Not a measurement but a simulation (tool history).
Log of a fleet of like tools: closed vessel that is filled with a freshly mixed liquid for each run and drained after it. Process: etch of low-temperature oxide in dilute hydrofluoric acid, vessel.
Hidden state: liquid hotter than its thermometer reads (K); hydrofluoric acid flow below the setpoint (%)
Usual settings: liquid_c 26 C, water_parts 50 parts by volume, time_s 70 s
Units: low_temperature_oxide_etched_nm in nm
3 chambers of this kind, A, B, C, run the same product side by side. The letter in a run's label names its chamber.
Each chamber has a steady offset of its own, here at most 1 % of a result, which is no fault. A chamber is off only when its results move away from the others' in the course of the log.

run     day  liquid_c  water_parts  time_s  hours since the thermometer was replaced  hours since the hydrofluoric acid flow meter was replaced  read-back film thickness of the low-temperature oxide reference wafer, read on the same gauge (nm)  low_temperature_oxide_etched_nm
 1C   0.492        26           50      70                                      63.3                                                      429.1                                                                                              139.99                           23.511
 2A   0.896        26           50      70                                     376.1                                                      721.6                                                                                              140.02                           23.894
 3B   1.471        26           50      70                                    1050.4                                                      845.7                                                                                              139.98                           23.421
 4A   1.833        26           50      70                                     398.6                                                      744.1                                                                                              140.01                           23.545
 5B   2.229        26           50      70                                    1068.6                                                      863.9                                                                                                 140                           23.617
 6C   2.921        26           50      70                                     121.6                                                      487.4                                                                                              140.01                           23.524
 7A   3.329        26           50      70                                     434.5                                                        780                                                                                              139.99                           23.625
 8C   3.938        26           50      70                                       146                                                      511.8                                                                                              140.01                           23.522
 9B   4.358        26           50      70                                    1119.7                                                        915                                                                                              140.01                           23.834
10C   4.942        26           50      70                                     170.1                                                      535.9                                                                                              139.99                             23.6
11B   5.358        26           50      70                                    1143.7                                                        939                                                                                              140.02                           23.779
12A   5.671        26           50      70                                     490.7                                                      836.2                                                                                              140.01                           23.991
13C   6.154        26           50      70                                     199.2                                                        565                                                                                              140.01                           23.475
14A   6.829        26           50      70                                     518.5                                                        864                                                                                              139.97                           23.846
15B   7.262        26           50      70                                    1189.4                                                      984.7                                                                                              139.97                           24.153
16C   7.783        26           50      70                                     238.3                                                      604.1                                                                                                 140                           23.433
17A   8.325        26           50      70                                     554.4                                                      899.9                                                                                              139.97                           24.345
18B   8.938        26           50      70                                    1229.6                                                     1024.9                                                                                                 140                            23.64
      8.975  -- chamber B: thermometer replaced
19B   9.533        26           50      70                                      13.5                                                     1039.2                                                                                              140.01                           23.393
20C  10.188        31           50      95                                       296                                                      661.8                                                                                              139.99                           38.708
21A  10.517        31           50      95                                       607                                                      952.5                                                                                                 140                           40.481
22B  11.067        31           50      95                                      50.3                                                       1076                                                                                              139.99                           39.193
23C  11.742        26           50      70                                     333.3                                                      699.1                                                                                              139.99                           23.801
24A  12.071        26           50      70                                     644.3                                                      989.8                                                                                              140.01                           24.775
25C  12.746        26           50      70                                     357.4                                                      723.2                                                                                              139.99                           23.381
26A  13.346        26           50      70                                     674.9                                                     1020.4                                                                                              140.01                           25.211
27B  13.767        26           50      70                                     115.1                                                     1140.8                                                                                              140.03                            23.67
28C    14.2        26           50      70                                     392.3                                                      758.1                                                                                                 140                           23.396
29A  14.712        26           50      70                                     707.7                                                     1053.2                                                                                              140.01                           25.121
30B  15.196        26           50      70                                     149.4                                                     1175.1                                                                                              140.01                           23.645
31A  15.525        26           50      70                                     727.2                                                     1072.7                                                                                              140.01                            25.49
32C  15.938        26           50      70                                       434                                                      799.8                                                                                              140.02                           23.481
33B  16.392        26           50      70                                     178.1                                                     1203.8                                                                                              140.02                           23.617
34B  17.025      28.5           45      70                                     193.3                                                       1219                                                                                              140.01                           29.814
35C  17.638      28.5           45      70                                     474.8                                                      840.6                                                                                              139.99                           29.202
36A  18.058      28.5           45      70                                       788                                                     1133.5                                                                                              139.99                           31.909
     18.258  -- chamber C: hydrofluoric acid flow meter replaced
37C  18.458        26           50      70                                     494.5                                                        4.9                                                                                                 140                           23.193
38B  18.833        26           50      70                                     236.7                                                     1262.4                                                                                              140.02                           23.667
39A  19.362        26           65      70                                     819.3                                                     1164.8                                                                                              140.03                           19.476

What goes on in this fleet: one chamber off, a drifting gauge, or nothing beyond the chambers' own small offsets? Name the chamber and the cause, if any.

Chamber A drifts away from the others.
Cause: liquid hotter than its thermometer reads (K) = 2.55.
The log may not tell that from: hydrofluoric acid flow above the setpoint (%).

Here are 4 candidates for chamber A's next run, each the usual settings with a change, their results left as question marks. Which one brings its results back in line with what the others give on the usual settings?
In line means no further than this from the other chambers' mean on the usual settings: low_temperature_oxide_etched_nm 0.59 nm
40A-1  19.854      25.5           50      65                                                                                                                                                                                                                                         ?
40A-2  19.854        25           50      70                                                                                                                                                                                                                                         ?
40A-3  19.854        27           50      70                                                                                                                                                                                                                                         ?
40A-4  19.854      28.5           50      70                                                                                                                                                                                                                                         ?

The other chambers' mean on the usual settings: low_temperature_oxide_etched_nm 23.602 nm
  run  low_temperature_oxide_etched_nm
40A-1                           23.691
40A-2                            25.02
40A-3                           27.054
40A-4                           28.668
40A-1 brings the chamber back in line.
